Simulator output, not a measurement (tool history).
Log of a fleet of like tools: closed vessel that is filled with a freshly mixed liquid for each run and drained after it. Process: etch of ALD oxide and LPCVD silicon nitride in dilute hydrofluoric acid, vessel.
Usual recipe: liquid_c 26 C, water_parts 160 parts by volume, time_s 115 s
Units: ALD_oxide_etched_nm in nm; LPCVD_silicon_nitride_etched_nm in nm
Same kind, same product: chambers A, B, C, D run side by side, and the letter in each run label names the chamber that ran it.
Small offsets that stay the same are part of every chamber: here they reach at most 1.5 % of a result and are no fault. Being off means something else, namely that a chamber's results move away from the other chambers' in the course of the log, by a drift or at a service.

run,hour,liquid_c,water_parts,time_s,"read-back film thickness of the ALD oxide reference wafer, read on the same gauge (nm)","read-back film thickness of the LPCVD silicon nitride reference wafer, read on the same gauge (nm)",ALD_oxide_etched_nm,LPCVD_silicon_nitride_etched_nm
1A,7.1,26,160,115,89.990,50.014,8.6742,0.43176
2D,16.2,26,160,115,89.988,50.027,8.8906,0.38922
3C,27.9,26,160,115,89.967,49.968,8.8539,0.45955
4B,38.7,26,160,115,90.025,50.035,8.8767,0.37388
5A,51.6,26,160,115,89.982,49.995,8.6584,0.42798
6D,61.4,26,160,115,90.016,50.013,8.7715,0.41809
7C,68.5,26,160,115,90.019,50.022,8.7139,0.46042
8B,79.3,26,160,115,90.026,49.998,8.6487,0.44253
9A,89.9,26,160,115,90.017,49.974,8.6935,0.40901
10B,100.8,26,160,115,90.011,49.966,8.8713,0.38532
11D,111.7,26,160,115,90.010,49.999,8.7258,0.42634
12C,121.5,26,160,115,90.011,49.995,8.7472,0.39491
13A,132.6,26,160,115,90.000,49.987,8.7451,0.40715
14B,140.4,28,160,115,90.008,49.965,9.4181,0.45140
15C,148.6,28,160,115,90.019,49.962,9.5323,0.51472
# hour 155.3: chamber C: thermometer replaced
16D,162.7,28,160,115,89.982,50.030,9.5158,0.54089
17C,175.4,28,160,115,89.965,50.004,9.4915,0.49957
18A,188.5,26,160,115,89.974,50.036,8.6678,0.39099
19B,197.8,26,160,115,89.992,50.035,8.7202,0.44224
20D,209.6,26,160,115,90.014,49.977,8.8125,0.38427
21A,216.6,26,160,115,90.006,50.004,8.8582,0.40637
22C,229.3,26,160,115,89.981,50.001,8.7080,0.36224
23B,237.3,26,160,115,89.990,50.017,8.7777,0.41560
# hour 242.6: chamber C: hydrofluoric acid flow meter replaced
24D,246.4,26,160,115,90.005,49.957,8.8802,0.40657
25B,258.8,26,160,115,90.005,49.972,8.5626,0.46664
26C,272.5,26,160,115,90.012,50.005,8.7608,0.41848
27A,286.4,26,160,115,90.019,50.044,8.6490,0.45388
28D,294.1,26,220,115,90.002,50.032,5.9740,0.30780
29C,302.2,26,220,115,89.978,49.983,6.0160,0.27972
30D,313.5,26,220,115,90.020,49.996,5.9972,0.27333
31A,323.5,26,220,115,90.027,49.990,5.8989,0.28156
32B,337.2,26,160,115,90.025,50.015,8.7444,0.43131
33D,345.0,26,85,160,89.987,49.996,25.3230,1.03150
34B,357.6,26,85,160,90.003,49.993,25.1580,0.90563
35C,371.3,26,85,160,89.990,49.991,25.2530,1.18290
36A,381.3,26,85,160,89.970,50.027,25.0430,1.14020
37B,393.8,26,160,115,89.973,49.986,8.8129,0.42271
38C,402.9,26,160,115,90.021,50.023,8.8435,0.40272
39A,412.7,26,160,115,89.993,50.006,8.7195,0.39952
40D,426.7,26,160,115,89.993,49.996,8.8329,0.38106

The same settings go to every chamber for the next run, one line per chamber below. Forecast the results for each:
41A,437.0,26,135,115,,,?,?
41B,437.0,26,135,115,,,?,?
41C,437.0,26,135,115,,,?,?
41D,437.0,26,135,115,,,?,?

run,ALD_oxide_etched_nm,LPCVD_silicon_nitride_etched_nm
41A,10.7360,0.51997
41B,10.7970,0.46348
41C,10.7780,0.45137
41D,10.6170,0.48643
